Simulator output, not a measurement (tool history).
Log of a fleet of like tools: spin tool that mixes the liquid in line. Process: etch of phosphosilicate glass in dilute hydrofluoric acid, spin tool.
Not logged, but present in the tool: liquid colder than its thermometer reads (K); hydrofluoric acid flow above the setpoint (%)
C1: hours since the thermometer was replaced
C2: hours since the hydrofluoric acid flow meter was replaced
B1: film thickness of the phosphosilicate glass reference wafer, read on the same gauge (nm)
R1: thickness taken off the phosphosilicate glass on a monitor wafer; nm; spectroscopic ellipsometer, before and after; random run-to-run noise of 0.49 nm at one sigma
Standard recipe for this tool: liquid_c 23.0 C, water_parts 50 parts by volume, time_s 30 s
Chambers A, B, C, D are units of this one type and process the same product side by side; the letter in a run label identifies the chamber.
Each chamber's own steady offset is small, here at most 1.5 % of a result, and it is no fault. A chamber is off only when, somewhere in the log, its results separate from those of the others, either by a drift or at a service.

Run 1D, hour 7.3: usual settings; C1 1389.0; C2 322.9; B1 130.01. Result: R1 70.798 nm.
Run 2C, hour 12.9: usual settings; C1 729.6; C2 794.6; B1 130.00. Result: R1 72.866 nm.
Run 3A, hour 17.5: usual settings; C1 490.7; C2 79.2; B1 130.01. Result: R1 72.158 nm.
Run 4B, hour 24.2: usual settings; C1 1118.0; C2 1590.8; B1 130.00. Result: R1 70.440 nm.
Run 5A, hour 28.0: usual settings; C1 501.2; C2 89.7; B1 130.00. Result: R1 71.949 nm.
Run 6C, hour 35.4: usual settings; C1 752.1; C2 817.1; B1 129.99. Result: R1 71.828 nm.
Run 7D, hour 42.7: usual settings; C1 1424.4; C2 358.3; B1 129.98. Result: R1 71.958 nm.
Run 8B, hour 48.0: usual settings; C1 1141.8; C2 1614.6; B1 130.00. Result: R1 70.356 nm.
Run 9C, hour 53.7: usual settings but liquid_c 18.5 C; C1 770.4; C2 835.4; B1 130.00. Result: R1 59.212 nm.
Run 10B, hour 58.7: usual settings but liquid_c 18.5 C; C1 1152.5; C2 1625.3; B1 130.00. Result: R1 57.967 nm.
Run 11D, hour 62.0: usual settings but liquid_c 18.5 C; C1 1443.7; C2 377.6; B1 130.01. Result: R1 58.958 nm.
Run 12A, hour 68.7: usual settings but liquid_c 18.5 C; C1 541.9; C2 130.4; B1 130.01. Result: R1 59.525 nm.
Run 13C, hour 75.7: usual settings; C1 792.4; C2 857.4; B1 129.99. Result: R1 71.058 nm.
Run 14A, hour 82.8: usual settings; C1 556.0; C2 144.5; B1 130.01. Result: R1 71.400 nm.
Run 15D, hour 86.8: usual settings; C1 1468.5; C2 402.4; B1 130.00. Result: R1 70.829 nm.
Run 16B, hour 91.1: usual settings; C1 1184.9; C2 1657.7; B1 129.98. Result: R1 70.743 nm.
Run 17C, hour 95.5: usual settings; C1 812.2; C2 877.2; B1 130.00. Result: R1 70.111 nm.
Run 18A, hour 100.3: usual settings; C1 573.5; C2 162.0; B1 130.01. Result: R1 71.719 nm.
Run 19B, hour 106.7: usual settings; C1 1200.5; C2 1673.3; B1 130.01. Result: R1 70.741 nm.
Run 20D, hour 113.0: usual settings; C1 1494.7; C2 428.6; B1 129.99. Result: R1 70.785 nm.
Run 21A, hour 118.1: usual settings; C1 591.3; C2 179.8; B1 130.00. Result: R1 71.874 nm.
Run 22C, hour 124.5: usual settings; C1 841.2; C2 906.2; B1 129.98. Result: R1 69.080 nm.
Run 23B, hour 130.2: usual settings; C1 1224.0; C2 1696.8; B1 129.99. Result: R1 69.685 nm.
Run 24D, hour 137.4: usual settings but water_parts 60 parts by volume; C1 1519.1; C2 453.0; B1 130.01. Result: R1 58.080 nm.
Run 25D, hour 141.5: usual settings but water_parts 60 parts by volume; C1 1523.2; C2 457.1; B1 129.99. Result: R1 58.577 nm.
Run 26B, hour 148.8: usual settings but water_parts 60 parts by volume; C1 1242.6; C2 1715.4; B1 130.00. Result: R1 58.557 nm.
Run 27C, hour 153.7: usual settings but water_parts 60 parts by volume; C1 870.4; C2 935.4; B1 129.98. Result: R1 56.585 nm.
Run 28A, hour 159.1: usual settings but water_parts 40 parts by volume, time_s 15 s; C1 632.3; C2 220.8; B1 130.00. Result: R1 45.601 nm.
Run 29A, hour 164.1: usual settings but water_parts 40 parts by volume, time_s 15 s; C1 637.3; C2 225.8; B1 130.01. Result: R1 45.673 nm.
Run 30D, hour 169.2: usual settings but water_parts 40 parts by volume, time_s 15 s; C1 1550.9; C2 484.8; B1 130.00. Result: R1 45.728 nm.
Run 31C, hour 173.5: usual settings but water_parts 40 parts by volume, time_s 15 s; C1 890.2; C2 955.2; B1 130.00. Result: R1 43.477 nm.
Run 32B, hour 180.3: usual settings; C1 1274.1; C2 1746.9; B1 129.99. Result: R1 70.435 nm.
Run 33C, hour 184.0: usual settings; C1 900.7; C2 965.7; B1 130.01. Result: R1 68.356 nm.
At hour 185.8: chamber C: hydrofluoric acid flow meter replaced.
Run 34B, hour 190.7: usual settings but liquid_c 18.5 C, water_parts 70 parts by volume; C1 1284.5; C2 1757.3; B1 129.99. Result: R1 40.099 nm.
Run 35D, hour 195.2: usual settings but liquid_c 18.5 C, water_parts 70 parts by volume; C1 1576.9; C2 510.8; B1 130.02. Result: R1 41.196 nm.
Run 36A, hour 202.0: usual settings but liquid_c 18.5 C, water_parts 70 parts by volume; C1 675.2; C2 263.7; B1 130.02. Result: R1 41.810 nm.
Run 37A, hour 207.1: usual settings but liquid_c 18.5 C, water_parts 70 parts by volume; C1 680.3; C2 268.8; B1 130.01. Result: R1 41.198 nm.
Run 38C, hour 214.2: usual settings; C1 930.9; C2 28.4; B1 130.01. Result: R1 66.550 nm.
At hour 219.5: chamber D: thermometer replaced.
Run 39D, hour 220.4: usual settings; C1 0.9; C2 536.0; B1 130.01. Result: R1 70.382 nm.

One chamber off, gauge drift, or nothing amiss beyond the chambers' own small offsets? If it is a chamber, which one, and what is the likeliest cause?

Chamber C drifts away from the others.
Most likely cause: liquid colder than its thermometer reads (K) = 1.57.

Which of the 4 candidates below, each the usual settings with something changed and its results left as question marks, puts chamber C back in line with what the other chambers give on the usual settings?
Allowed miss from the other chambers' usual-settings mean, per result, to count as in line: R1 1.700 nm
Run 40C-1, hour 225.8: usual settings but liquid_c 24.5 C. Result: R1 ?.
Run 40C-2, hour 225.8: usual settings but liquid_c 22.5 C. Result: R1 ?.
Run 40C-3, hour 225.8: usual settings but liquid_c 23.5 C. Result: R1 ?.
Run 40C-4, hour 225.8: usual settings but liquid_c 21.5 C. Result: R1 ?.

The mean the other chambers reach with the usual settings: R1 71.161 nm
  run      R1
40C-1  71.454
40C-2  65.774
40C-3  68.566
40C-4  63.075
Change 40C-1 lands the chamber within the allowed miss of the other chambers.

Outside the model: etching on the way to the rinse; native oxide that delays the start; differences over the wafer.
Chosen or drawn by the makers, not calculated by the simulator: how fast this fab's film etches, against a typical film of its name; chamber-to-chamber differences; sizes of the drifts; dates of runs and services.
